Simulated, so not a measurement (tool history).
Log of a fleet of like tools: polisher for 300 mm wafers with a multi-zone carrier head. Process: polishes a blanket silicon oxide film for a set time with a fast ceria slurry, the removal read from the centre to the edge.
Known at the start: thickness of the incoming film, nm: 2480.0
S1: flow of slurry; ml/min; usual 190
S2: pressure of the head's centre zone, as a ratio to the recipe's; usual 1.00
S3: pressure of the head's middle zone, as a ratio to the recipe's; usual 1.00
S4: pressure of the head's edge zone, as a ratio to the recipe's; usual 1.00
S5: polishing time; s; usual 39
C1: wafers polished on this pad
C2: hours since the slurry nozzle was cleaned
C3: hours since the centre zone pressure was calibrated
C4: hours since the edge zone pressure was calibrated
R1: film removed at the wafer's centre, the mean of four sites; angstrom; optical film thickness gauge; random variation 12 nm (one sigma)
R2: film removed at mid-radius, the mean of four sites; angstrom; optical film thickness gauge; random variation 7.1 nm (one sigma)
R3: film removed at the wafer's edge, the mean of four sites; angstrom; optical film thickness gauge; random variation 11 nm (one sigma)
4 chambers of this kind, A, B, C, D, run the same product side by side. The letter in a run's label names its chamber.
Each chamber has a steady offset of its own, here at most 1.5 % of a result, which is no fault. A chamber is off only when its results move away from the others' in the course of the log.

run,day,S1,S2,S3,S4,S5,C1,C2,C3,C4,R1,R2,R3
1B,0.362,190,1.00,1.00,1.00,39,335,11.1,18.6,129.8,10251.0,10526,10250.0
# day 0.775: chamber D: worn pad replaced by a new one
2D,0.792,190,1.00,1.00,1.00,39,7,181.0,543.1,619.2,10083.0,10323,10298.0
3C,1.104,190,1.00,1.00,1.00,39,631,531.8,731.3,336.6,10289.0,10275,10289.0
4A,1.542,190,1.00,1.00,1.00,39,1026,555.1,915.8,701.5,10459.0,10256,10322.0
5D,1.796,190,1.00,1.00,1.00,39,394,205.1,567.2,643.3,10395.0,10224,10224.0
6C,2.017,190,1.00,1.00,1.00,39,983,553.7,753.2,358.5,10233.0,10274,10419.0
# day 2.125: chamber A: worn pad replaced by a new one
# day 2.192: chamber D: slurry nozzle cleaned
# day 2.333: chamber B: worn pad replaced by a new one
7B,2.417,190,1.00,1.00,1.00,39,32,60.4,67.9,179.1,10419.0,10462,10309.0
8A,2.633,190,1.00,1.00,0.89,52,196,581.3,942.0,727.7,13689.0,13660,13192.0
9D,2.825,190,1.00,1.00,0.89,52,791,15.2,591.9,668.0,13935.0,13919,13200.0
10A,3.192,190,1.00,1.00,0.89,52,412,594.7,955.4,741.1,13569.0,13863,12633.0
# day 3.212: chamber D: worn pad replaced by a new one
# day 3.325: chamber C: worn pad replaced by a new one
# day 3.358: chamber A: slurry nozzle cleaned
11B,3.633,190,1.00,1.00,0.89,52,501,89.6,97.1,208.3,14115.0,13946,12910.0
12C,3.888,190,1.00,1.00,1.11,39,218,598.6,798.1,403.4,10176.0,10281,11091.0
13B,4.179,190,1.00,1.00,1.11,39,711,102.7,110.2,221.4,10028.0,10418,10838.0
# day 4.467: chamber A: centre zone pressure recalibrated
14D,4.612,190,1.00,1.00,1.11,39,540,58.1,634.8,710.9,10523.0,10302,10804.0
15A,5.042,190,1.00,1.00,1.11,39,1124,40.4,13.9,785.5,10305.0,10277,10950.0
16C,5.275,190,0.95,1.00,0.94,39,752,631.9,831.4,436.7,9916.7,10296,9977.4
# day 5.329: chamber B: worn pad replaced by a new one
# day 5.350: chamber C: slurry nozzle cleaned
# day 5.371: chamber A: worn pad replaced by a new one
17D,5.508,190,0.95,1.00,0.94,39,885,79.6,656.3,732.4,9893.1,10408,10125.0
18B,5.767,190,0.95,1.00,0.94,39,168,140.8,148.3,259.5,9881.3,10505,9944.4
19C,6.021,190,0.95,1.00,0.94,39,1040,16.1,849.3,454.6,9598.0,10372,10066.0
# day 6.304: chamber D: worn pad replaced by a new one
20A,6.308,190,1.00,1.00,1.00,39,361,70.8,44.3,815.9,10476.0,10358,10356.0
21B,6.588,190,1.00,1.00,1.00,39,485,160.5,168.0,279.2,10317.0,10594,10251.0
# day 6.821: chamber C: edge zone pressure recalibrated
22A,6.954,190,1.00,1.00,1.00,39,610,86.3,59.8,831.4,10320.0,10250,10194.0
# day 7.225: chamber C: worn pad replaced by a new one
23D,7.362,190,1.00,1.00,1.00,39,408,124.1,700.8,776.9,10591.0,10458,10484.0
24C,7.796,190,1.00,1.00,1.00,39,220,58.7,891.9,23.4,10445.0,10282,10419.0
25C,8.100,190,1.00,1.00,1.00,39,337,66.0,899.2,30.7,10296.0,10377,10318.0
# day 8.204: chamber B: worn pad replaced by a new one
# day 8.342: chamber A: worn pad replaced by a new one
26A,8.404,190,1.00,1.00,1.00,39,24,121.1,94.6,866.2,10089.0,10260,10254.0
27D,8.783,190,1.09,1.11,1.00,39,955,158.2,734.9,811.0,11463.0,11403,10470.0
# day 9.125: chamber D: worn pad replaced by a new one
28B,9.183,190,1.09,1.11,1.00,39,378,222.8,230.3,341.5,11504.0,11378,10267.0
29D,9.525,190,1.09,1.11,1.00,39,155,176.0,752.7,828.8,11496.0,11417,10440.0
30A,9.871,190,1.09,1.11,1.00,39,589,156.3,129.8,901.4,11236.0,11348,10201.0
# day 9.892: chamber D: slurry nozzle cleaned
# day 10.004: chamber A: edge zone pressure recalibrated
31C,10.067,190,1.00,1.00,1.00,39,1094,113.2,946.4,77.9,10128.0,10249,10352.0
32B,10.300,190,1.00,1.00,1.00,39,808,249.6,257.1,368.3,10282.0,10451,10183.0
# day 10.338: chamber C: worn pad replaced by a new one
33A,10.738,190,1.00,1.00,1.00,39,923,177.1,150.6,17.7,10330.0,10326,10188.0
# day 10.842: chamber B: worn pad replaced by a new one
34D,11.112,190,1.00,1.00,1.00,39,766,29.3,790.8,866.9,10555.0,10349,10279.0
35B,11.358,190,1.00,1.00,1.00,39,199,275.0,282.5,393.7,10496.0,10624,10332.0
36C,11.692,190,1.00,1.00,1.00,39,523,152.2,985.4,116.9,10241.0,10463,10428.0
37C,11.925,190,1.00,1.00,1.00,39,612,157.8,991.0,122.5,10241.0,10363,10416.0
# day 11.971: chamber A: worn pad replaced by a new one
# day 12.104: chamber D: worn pad replaced by a new one
38A,12.125,190,1.00,1.00,1.00,39,59,210.4,183.9,51.0,10313.0,10406,10136.0
39B,12.492,190,1.00,1.00,1.00,39,635,302.2,309.7,420.9,10319.0,10583,10202.0
# day 12.738: chamber D: edge zone pressure recalibrated
40D,12.896,190,1.09,1.00,1.00,39,305,72.1,833.6,3.9,11654.0,10393,10417.0
41D,13.242,190,1.09,1.00,1.00,39,439,80.4,841.9,12.2,11721.0,10392,10417.0
42A,13.454,190,1.09,1.00,1.00,39,571,242.3,215.8,82.9,11238.0,10321,10517.0

Next, every chamber runs the same settings. What will each give?
43A,13.771,190,0.95,1.00,1.00,39,,,,,?,?,?
43B,13.771,190,0.95,1.00,1.00,39,,,,,?,?,?
43C,13.771,190,0.95,1.00,1.00,39,,,,,?,?,?
43D,13.771,190,0.95,1.00,1.00,39,,,,,?,?,?

run,R1,R2,R3
43A,9846.8,10305,10324.0
43B,9762.4,10517,10055.0
43C,9786.9,10398,10253.0
43D,9888.0,10548,10276.0

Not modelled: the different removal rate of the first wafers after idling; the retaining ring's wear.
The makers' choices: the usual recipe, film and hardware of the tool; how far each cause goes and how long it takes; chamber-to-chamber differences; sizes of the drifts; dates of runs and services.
